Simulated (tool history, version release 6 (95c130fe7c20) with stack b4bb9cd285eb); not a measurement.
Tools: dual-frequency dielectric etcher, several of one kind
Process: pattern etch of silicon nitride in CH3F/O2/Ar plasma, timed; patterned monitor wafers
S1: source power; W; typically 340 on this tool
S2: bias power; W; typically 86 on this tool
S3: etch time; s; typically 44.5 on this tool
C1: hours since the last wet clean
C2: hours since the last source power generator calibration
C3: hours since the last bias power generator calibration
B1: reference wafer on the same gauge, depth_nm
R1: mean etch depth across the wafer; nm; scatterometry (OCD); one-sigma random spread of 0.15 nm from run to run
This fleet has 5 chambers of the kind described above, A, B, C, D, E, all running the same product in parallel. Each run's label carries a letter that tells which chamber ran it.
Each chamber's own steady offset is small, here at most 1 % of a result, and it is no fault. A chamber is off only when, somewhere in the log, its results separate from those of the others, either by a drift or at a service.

Run 1A, hour 3.4: usual settings; C1 437.9; C2 2297.2; C3 2056.5; B1 28.510. Result: R1 31.103 nm.
Run 2E, hour 7.4: usual settings; C1 193.2; C2 2707.1; C3 747.3; B1 28.514. Result: R1 30.840 nm.
Run 3B, hour 11.8: usual settings; C1 436.7; C2 1823.9; C3 590.5; B1 28.532. Result: R1 30.935 nm.
At hour 13.1: chamber E: source power generator calibrated.
Run 4C, hour 14.1: usual settings; C1 18.2; C2 2026.3; C3 611.2; B1 28.531. Result: R1 31.243 nm.
Run 5D, hour 17.7: usual settings; C1 153.0; C2 3013.6; C3 950.8; B1 28.482. Result: R1 31.197 nm.
Run 6D, hour 19.7: usual settings; C1 155.0; C2 3015.6; C3 952.8; B1 28.489. Result: R1 31.095 nm.
Run 7E, hour 22.5: usual settings; C1 208.3; C2 9.4; C3 762.4; B1 28.511. Result: R1 30.846 nm.
Run 8C, hour 25.1: usual settings but S1 310 W, S3 31.5 s; C1 29.2; C2 2037.3; C3 622.2; B1 28.468. Result: R1 21.381 nm.
Run 9A, hour 28.0: usual settings but S1 310 W, S3 31.5 s; C1 462.5; C2 2321.8; C3 2081.1; B1 28.488. Result: R1 21.296 nm.
Run 10B, hour 30.8: usual settings but S1 310 W, S3 31.5 s; C1 455.7; C2 1842.9; C3 609.5; B1 28.510. Result: R1 21.495 nm.
Run 11B, hour 34.4: usual settings but S1 310 W, S3 31.5 s; C1 459.3; C2 1846.5; C3 613.1; B1 28.498. Result: R1 21.373 nm.
Run 12D, hour 36.4: usual settings but S1 310 W, S3 31.5 s; C1 171.7; C2 3032.3; C3 969.5; B1 28.502. Result: R1 21.434 nm.
Run 13C, hour 38.5: usual settings; C1 42.6; C2 2050.7; C3 635.6; B1 28.520. Result: R1 31.242 nm.
Run 14A, hour 41.6: usual settings but S3 51.0 s; C1 476.1; C2 2335.4; C3 2094.7; B1 28.511. Result: R1 35.593 nm.
Run 15E, hour 44.0: usual settings but S3 51.0 s; C1 229.8; C2 30.9; C3 783.9; B1 28.516. Result: R1 35.318 nm.
Run 16D, hour 46.1: usual settings but S3 51.0 s; C1 181.4; C2 3042.0; C3 979.2; B1 28.508. Result: R1 35.932 nm.
Run 17A, hour 49.1: usual settings but S3 51.0 s; C1 483.6; C2 2342.9; C3 2102.2; B1 28.519. Result: R1 35.494 nm.
Run 18E, hour 51.9: usual settings but S3 51.0 s; C1 237.7; C2 38.8; C3 791.8; B1 28.497. Result: R1 35.532 nm.
Run 19C, hour 54.2: usual settings; C1 58.3; C2 2066.4; C3 651.3; B1 28.481. Result: R1 31.296 nm.
Run 20B, hour 58.0: usual settings; C1 482.9; C2 1870.1; C3 636.7; B1 28.496. Result: R1 31.056 nm.
Run 21A, hour 62.1: usual settings but S1 310 W, S3 35.0 s; C1 496.6; C2 2355.9; C3 2115.2; B1 28.500. Result: R1 23.663 nm.
Run 22D, hour 65.6: usual settings but S1 310 W, S3 35.0 s; C1 200.9; C2 3061.5; C3 998.7; B1 28.485. Result: R1 23.686 nm.
Run 23B, hour 70.2: usual settings but S1 310 W, S3 35.0 s; C1 495.1; C2 1882.3; C3 648.9; B1 28.510. Result: R1 23.605 nm.
At hour 70.9: chamber A: wet clean of the chamber.
Run 24E, hour 73.8: usual settings but S1 310 W, S3 35.0 s; C1 259.6; C2 60.7; C3 813.7; B1 28.486. Result: R1 23.546 nm.
Run 25C, hour 77.8: usual settings but S1 310 W, S3 35.0 s; C1 81.9; C2 2090.0; C3 674.9; B1 28.463. Result: R1 23.778 nm.
Run 26D, hour 81.8: usual settings but S1 290 W, S3 55.0 s; C1 217.1; C2 3077.7; C3 1014.9; B1 28.489. Result: R1 36.134 nm.
Run 27A, hour 86.0: usual settings but S1 290 W, S3 55.0 s; C1 15.2; C2 2379.8; C3 2139.1; B1 28.460. Result: R1 34.903 nm.
Run 28C, hour 88.2: usual settings but S1 290 W, S3 55.0 s; C1 92.3; C2 2100.4; C3 685.3; B1 28.505. Result: R1 36.339 nm.
Run 29E, hour 92.3: usual settings but S1 290 W, S3 55.0 s; C1 278.1; C2 79.2; C3 832.2; B1 28.493. Result: R1 35.865 nm.
Run 30B, hour 95.7: usual settings but S1 290 W, S3 55.0 s; C1 520.6; C2 1907.8; C3 674.4; B1 28.533. Result: R1 36.064 nm.
Run 31B, hour 98.1: usual settings but S3 36.0 s; C1 523.0; C2 1910.2; C3 676.8; B1 28.482. Result: R1 24.968 nm.
Run 32C, hour 102.5: usual settings but S3 36.0 s; C1 106.6; C2 2114.7; C3 699.6; B1 28.489. Result: R1 25.266 nm.
Run 33A, hour 105.1: usual settings but S3 36.0 s; C1 34.3; C2 2398.9; C3 2158.2; B1 28.485. Result: R1 24.299 nm.
Run 34D, hour 109.3: usual settings but S3 36.0 s; C1 244.6; C2 3105.2; C3 1042.4; B1 28.476. Result: R1 25.294 nm.
Run 35E, hour 112.4: usual settings but S3 36.0 s; C1 298.2; C2 99.3; C3 852.3; B1 28.498. Result: R1 25.126 nm.
Run 36C, hour 115.6: usual settings; C1 119.7; C2 2127.8; C3 712.7; B1 28.491. Result: R1 31.209 nm.
Run 37B, hour 120.0: usual settings; C1 544.9; C2 1932.1; C3 698.7; B1 28.497. Result: R1 30.913 nm.
Run 38A, hour 122.9: usual settings; C1 52.1; C2 2416.7; C3 2176.0; B1 28.482. Result: R1 30.049 nm.
Run 39D, hour 126.9: usual settings but S1 280 W, S3 55.0 s; C1 262.2; C2 3122.8; C3 1060.0; B1 28.513. Result: R1 35.384 nm.

What goes on in this fleet: one chamber off, a drifting gauge, or nothing beyond the chambers' own small offsets? Name the chamber and the cause, if any.

After it was serviced, chamber A no longer matches the other chambers.
Most likely cause: etch rate under this chamber's usual, % = 3.48.

Here are 4 candidates for chamber A's next run, each the usual settings with a change, their results left as question marks. Which one brings its results back in line with what the others give on the usual settings?
In line means no further than this from the other chambers' mean on the usual settings: R1 0.530 nm
Run 40A-1, hour 130.2: usual settings but S2 85 W, S3 43.0 s. Result: R1 ?.
Run 40A-2, hour 130.2: usual settings but S1 360 W, S2 91 W. Result: R1 ?.
Run 40A-3, hour 130.2: usual settings but S2 84 W, S3 41.5 s. Result: R1 ?.
Run 40A-4, hour 130.2: usual settings but S1 350 W, S2 87 W, S3 47.5 s. Result: R1 ?.

The other chambers' mean on the usual settings: R1 31.152 nm
  run      R1
40A-1  28.987
40A-2  31.397
40A-3  27.858
40A-4  32.635
Change 40A-2 lands the chamber within the allowed miss of the other chambers.

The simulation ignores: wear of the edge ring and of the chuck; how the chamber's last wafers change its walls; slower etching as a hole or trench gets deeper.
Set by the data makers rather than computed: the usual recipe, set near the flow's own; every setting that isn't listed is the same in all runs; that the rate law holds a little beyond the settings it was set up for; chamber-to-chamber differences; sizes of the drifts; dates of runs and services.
